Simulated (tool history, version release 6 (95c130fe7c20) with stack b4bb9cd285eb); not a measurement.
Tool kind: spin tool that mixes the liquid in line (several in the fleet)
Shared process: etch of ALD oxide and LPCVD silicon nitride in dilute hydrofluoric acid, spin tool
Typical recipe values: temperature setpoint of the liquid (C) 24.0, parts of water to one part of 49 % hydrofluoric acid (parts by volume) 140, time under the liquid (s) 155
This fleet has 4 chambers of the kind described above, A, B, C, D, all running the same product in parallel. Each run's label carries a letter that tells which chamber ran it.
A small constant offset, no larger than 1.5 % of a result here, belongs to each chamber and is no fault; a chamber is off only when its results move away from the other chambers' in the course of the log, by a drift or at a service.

run	hour	temperature setpoint of the liquid (C)	parts of water to one part of 49 % hydrofluoric acid (parts by volume)	time under the liquid (s)	hours since the thermometer was replaced	hours since the hydrofluoric acid flow meter was replaced	read-back film thickness of the ALD oxide reference wafer, read on the same gauge (nm)	read-back film thickness of the LPCVD silicon nitride reference wafer, read on the same gauge (nm)	thickness taken off the ALD oxide on a monitor wafer (Å)	thickness taken off the LPCVD silicon nitride on a monitor wafer (Å)
# hour 2.8: chamber B: thermometer replaced
1A	5.4	24.0	140	155	345.6	226.7	150.01	40.003	108.700	5.5204
2B	11.2	24.0	140	155	8.5	1384.7	149.98	40.026	110.310	5.0407
3C	20.9	24.0	140	155	46.4	739.0	149.97	39.974	110.210	6.3030
4D	31.0	24.0	140	155	1517.3	1051.7	150.01	39.993	109.950	6.0862
5B	36.4	24.0	140	155	33.7	1409.9	150.00	40.013	110.850	6.0193
6D	42.5	24.0	140	155	1528.8	1063.2	149.99	40.001	109.140	6.2530
7A	52.8	24.0	140	120	393.0	274.1	149.99	39.981	84.719	4.3873
8C	61.4	24.0	140	120	86.9	779.5	149.99	40.000	84.856	4.6704
9D	66.9	24.0	140	120	1553.2	1087.6	150.00	39.978	84.379	4.6346
10C	72.9	24.0	140	120	98.4	791.0	149.98	40.000	86.264	4.8443
11B	83.5	24.0	140	155	80.8	1457.0	150.01	39.986	109.390	5.3496
12A	91.7	26.0	95	155	431.9	313.0	150.04	40.039	185.190	9.7856
13B	99.5	26.0	95	155	96.8	1473.0	149.97	40.038	186.290	9.9011
14C	109.7	26.0	95	155	135.2	827.8	150.03	40.003	183.820	9.8961
15A	117.5	26.0	95	155	457.7	338.8	150.00	40.006	185.180	9.5837
16D	128.0	24.0	140	155	1614.3	1148.7	149.99	39.994	108.210	6.1862
17B	136.8	24.0	140	155	134.1	1510.3	149.99	39.996	109.950	5.9169
18C	141.7	24.0	140	155	167.2	859.8	150.00	40.007	110.200	5.9472
19A	149.7	24.0	140	155	489.9	371.0	150.00	39.985	108.790	6.1040
20D	159.4	24.0	195	155	1645.7	1180.1	149.99	40.036	76.146	4.7319
21B	164.8	24.0	195	155	162.1	1538.3	150.03	39.990	74.323	3.6001
22D	171.9	24.0	195	155	1658.2	1192.6	150.00	40.007	75.142	4.4601
23A	177.2	24.0	195	155	517.4	398.5	150.00	39.986	73.745	4.2099
24C	185.0	24.0	140	155	210.5	903.1	150.03	40.027	108.990	5.5360
25C	189.9	24.0	140	155	215.4	908.0	150.03	40.006	108.460	5.7530
26D	197.7	24.0	140	155	1684.0	1218.4	149.95	40.022	113.660	6.4146
# hour 201.2: chamber B: hydrofluoric acid flow meter replaced
27A	205.8	24.0	140	155	546.0	427.1	149.97	40.012	109.120	5.5179
28B	214.4	24.0	140	155	211.7	13.2	150.01	39.998	109.290	5.7811
29B	220.2	24.0	140	155	217.5	19.0	150.00	40.009	108.240	6.0014
30A	225.2	24.0	140	155	565.4	446.5	150.01	39.993	109.880	5.4322
31C	230.3	24.0	140	155	255.8	948.4	150.01	39.997	110.990	5.8397
32D	237.1	24.0	140	155	1723.4	1257.8	150.03	39.997	116.970	6.0700
33A	247.5	26.5	140	205	587.7	468.8	150.02	39.964	158.560	8.5917
34B	256.8	26.5	140	205	254.1	55.6	149.99	39.967	156.660	8.7889
35C	262.6	26.5	140	205	288.1	980.7	150.01	40.032	160.330	8.6350
36D	272.4	26.5	140	205	1758.7	1293.1	150.06	39.983	172.160	9.9039
37D	280.4	24.0	140	155	1766.7	1301.1	149.99	40.002	116.950	6.5626
38C	285.8	24.0	140	155	311.3	1003.9	149.99	40.004	109.690	5.9488
39B	294.8	24.0	140	155	292.1	93.6	149.99	39.984	109.350	5.7449
40A	299.7	24.0	140	155	639.9	521.0	150.03	39.977	109.540	5.8304
41A	309.8	24.0	85	155	650.0	531.1	149.98	40.008	193.980	9.6567

Next, every chamber runs the same settings. What will each give?
42A	317.6	24.0	140	155					?	?
42B	317.6	24.0	140	155					?	?
42C	317.6	24.0	140	155					?	?
42D	317.6	24.0	140	155					?	?

run	thickness taken off the ALD oxide on a monitor wafer (Å)	thickness taken off the LPCVD silicon nitride on a monitor wafer (Å)
42A	110.260	5.5340
42B	109.250	6.2981
42C	110.900	5.3887
42D	120.830	6.3998

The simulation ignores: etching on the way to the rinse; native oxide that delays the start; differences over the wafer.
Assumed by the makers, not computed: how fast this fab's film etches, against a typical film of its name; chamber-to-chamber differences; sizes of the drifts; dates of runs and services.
